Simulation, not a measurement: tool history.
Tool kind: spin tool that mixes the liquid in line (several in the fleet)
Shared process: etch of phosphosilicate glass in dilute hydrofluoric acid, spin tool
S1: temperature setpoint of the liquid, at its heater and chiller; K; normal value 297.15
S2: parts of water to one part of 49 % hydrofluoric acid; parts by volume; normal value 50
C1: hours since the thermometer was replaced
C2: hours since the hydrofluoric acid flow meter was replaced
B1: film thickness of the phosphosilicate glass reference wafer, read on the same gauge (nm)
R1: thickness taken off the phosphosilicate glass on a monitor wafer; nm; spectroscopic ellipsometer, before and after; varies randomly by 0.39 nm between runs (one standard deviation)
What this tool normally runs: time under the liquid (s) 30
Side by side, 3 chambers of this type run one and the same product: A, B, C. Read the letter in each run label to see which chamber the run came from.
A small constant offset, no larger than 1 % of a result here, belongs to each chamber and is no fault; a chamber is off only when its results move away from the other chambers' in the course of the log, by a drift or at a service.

Run 1B, hour 5.9: usual settings; C1 747.9; C2 419.7; B1 100.030. Result: R1 128.62 nm.
Run 2A, hour 13.0: usual settings; C1 3019.2; C2 436.5; B1 99.989. Result: R1 128.41 nm.
Run 3C, hour 23.4: usual settings; C1 1325.8; C2 1263.9; B1 100.020. Result: R1 128.40 nm.
Run 4C, hour 31.2: usual settings; C1 1333.6; C2 1271.7; B1 99.991. Result: R1 127.45 nm.
Run 5B, hour 39.6: usual settings; C1 781.6; C2 453.4; B1 99.996. Result: R1 129.18 nm.
At hour 46.1: chamber A: thermometer replaced.
Run 6A, hour 47.3: usual settings; C1 1.3; C2 470.8; B1 100.010. Result: R1 128.55 nm.
Run 7C, hour 53.8: usual settings; C1 1356.2; C2 1294.3; B1 100.030. Result: R1 127.72 nm.
Run 8B, hour 60.5: usual settings; C1 802.5; C2 474.3; B1 100.060. Result: R1 127.79 nm.
Run 9A, hour 65.4: usual settings; C1 19.4; C2 488.9; B1 100.030. Result: R1 128.80 nm.
Run 10A, hour 73.2: usual settings; C1 27.2; C2 496.7; B1 99.946. Result: R1 128.43 nm.
Run 11B, hour 82.1: usual settings; C1 824.1; C2 495.9; B1 99.998. Result: R1 129.06 nm.
Run 12C, hour 87.8: usual settings; C1 1390.2; C2 1328.3; B1 100.010. Result: R1 128.45 nm.
Run 13A, hour 92.3: usual settings; C1 46.3; C2 515.8; B1 100.050. Result: R1 128.42 nm.
Run 14C, hour 98.3: usual settings but S1 294.15 K, time under the liquid (s) 45; C1 1400.7; C2 1338.8; B1 99.980. Result: R1 169.56 nm.
Run 15B, hour 108.7: usual settings but S1 294.15 K, time under the liquid (s) 45; C1 850.7; C2 522.5; B1 99.988. Result: R1 170.15 nm.
Run 16B, hour 115.9: usual settings but S1 294.15 K, time under the liquid (s) 45; C1 857.9; C2 529.7; B1 99.928. Result: R1 169.29 nm.
Run 17C, hour 124.4: usual settings; C1 1426.8; C2 1364.9; B1 99.998. Result: R1 127.04 nm.
Run 18A, hour 132.1: usual settings; C1 86.1; C2 555.6; B1 99.988. Result: R1 129.17 nm.
Run 19A, hour 137.9: usual settings; C1 91.9; C2 561.4; B1 100.030. Result: R1 129.37 nm.
Run 20C, hour 148.3: usual settings; C1 1450.7; C2 1388.8; B1 100.000. Result: R1 128.23 nm.
Run 21B, hour 158.4: usual settings; C1 900.4; C2 572.2; B1 99.995. Result: R1 127.71 nm.
Run 22A, hour 166.6: usual settings; C1 120.6; C2 590.1; B1 99.992. Result: R1 128.60 nm.
Run 23C, hour 174.4: usual settings; C1 1476.8; C2 1414.9; B1 100.000. Result: R1 127.61 nm.
Run 24B, hour 183.8: usual settings; C1 925.8; C2 597.6; B1 100.020. Result: R1 128.73 nm.
Run 25B, hour 189.3: usual settings; C1 931.3; C2 603.1; B1 100.010. Result: R1 129.39 nm.

What goes on in this fleet: one chamber off, a drifting gauge, or nothing beyond the chambers' own small offsets? Name the chamber and the cause, if any.

Neither any chamber nor the gauge drifts; the chambers differ only by their own small, steady offsets.
